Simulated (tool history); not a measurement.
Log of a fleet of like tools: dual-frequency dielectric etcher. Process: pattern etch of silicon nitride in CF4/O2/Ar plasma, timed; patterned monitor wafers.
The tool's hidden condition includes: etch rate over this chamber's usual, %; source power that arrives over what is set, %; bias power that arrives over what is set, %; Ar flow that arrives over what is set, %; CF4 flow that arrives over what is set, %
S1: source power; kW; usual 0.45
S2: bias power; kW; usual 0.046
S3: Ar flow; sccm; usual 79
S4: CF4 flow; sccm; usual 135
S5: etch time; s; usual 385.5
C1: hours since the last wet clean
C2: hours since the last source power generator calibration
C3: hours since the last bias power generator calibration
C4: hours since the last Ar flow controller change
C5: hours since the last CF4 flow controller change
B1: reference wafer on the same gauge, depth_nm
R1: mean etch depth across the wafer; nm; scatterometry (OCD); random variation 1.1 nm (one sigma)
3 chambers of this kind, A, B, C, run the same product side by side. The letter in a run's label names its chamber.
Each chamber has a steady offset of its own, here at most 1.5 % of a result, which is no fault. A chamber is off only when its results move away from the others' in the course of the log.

run	day	S1	S2	S3	S4	S5	C1	C2	C3	C4	C5	B1	R1
1C	0.238	0.45	0.046	79	135	385.5	266.4	3058.6	599.2	874.9	2158.8	621.04	686.4
2B	0.375	0.45	0.046	79	135	385.5	481.7	3049.4	2524.5	2338.7	1278.4	621.01	678.98
3A	0.588	0.45	0.046	79	135	385.5	346.6	1207.1	928.5	847.7	5544.2	621.38	686.1
4A	0.783	0.45	0.046	79	135	385.5	351.3	1211.8	933.2	852.4	5548.9	621.73	684.03
5C	0.979	0.45	0.046	79	135	385.5	284.2	3076.4	617	892.7	2176.6	621.71	685.04
6B	1.183	0.45	0.046	79	135	385.5	501.1	3068.8	2543.9	2358.1	1297.8	621.85	677.44
7B	1.404	0.45	0.046	79	135	385.5	506.4	3074.1	2549.2	2363.4	1303.1	621.84	680.64
8C	1.65	0.45	0.046	79	135	385.5	300.3	3092.5	633.1	908.8	2192.7	622.46	684.96
9A	1.858	0.39	0.046	79	152	385.5	377.1	1237.6	959	878.2	5574.7	622.36	612.07
10B	1.996	0.39	0.046	79	152	385.5	520.6	3088.3	2563.4	2377.6	1317.3	622.53	608.33
11C	2.2	0.39	0.046	79	152	385.5	313.5	3105.7	646.3	922	2205.9	622.64	613.3
12A	2.438	0.45	0.046	79	135	385.5	391	1251.5	972.9	892.1	5588.6	622.97	685.44
13A	2.612	0.45	0.046	79	135	385.5	395.2	1255.7	977.1	896.3	5592.8	623.05	685.7
14B	2.833	0.45	0.046	79	135	385.5	540.7	3108.4	2583.5	2397.7	1337.4	623.14	681.1
15C	3.062	0.45	0.046	79	135	385.5	334.2	3126.4	667	942.7	2226.6	623.23	689.13
16B	3.238	0.45	0.046	79	135	385.5	550.4	3118.1	2593.2	2407.4	1347.1	623.49	680.45
17A	3.471	0.51	0.046	79	154	385.5	415.8	1276.3	997.7	916.9	5613.4	623.65	775.34
18C	3.604	0.51	0.046	79	154	385.5	347.2	3139.4	680	955.7	2239.6	623.86	777.81
19B	3.788	0.51	0.046	79	154	385.5	563.6	3131.3	2606.4	2420.6	1360.3	623.81	771.08
20A	3.962	0.45	0.046	79	135	385.5	427.6	1288.1	1009.5	928.7	5625.2	623.94	688.56
21C	4.192	0.35	0.046	79	135	385.5	361.3	3153.5	694.1	969.8	2253.7	624.08	553.43
22A	4.367	0.35	0.046	79	135	385.5	437.3	1297.8	1019.2	938.4	5634.9	624.19	553.91
23B	4.629	0.35	0.046	79	135	385.5	583.8	3151.5	2626.6	2440.8	1380.5	624.4	550.12
24C	4.758	0.45	0.046	79	135	385.5	374.9	3167.1	707.7	983.4	2267.3	624.38	689.68
25B	5.017	0.45	0.046	79	168	385.5	593.1	3160.8	2635.9	2450.1	1389.8	625	697.99

Next, every chamber runs the same settings. What will each give?
26A	5.217	0.45	0.046	79	135	385.5							?
26B	5.217	0.45	0.046	79	135	385.5							?
26C	5.217	0.45	0.046	79	135	385.5							?

run	R1
26A	688.81
26B	684.61
26C	687.68
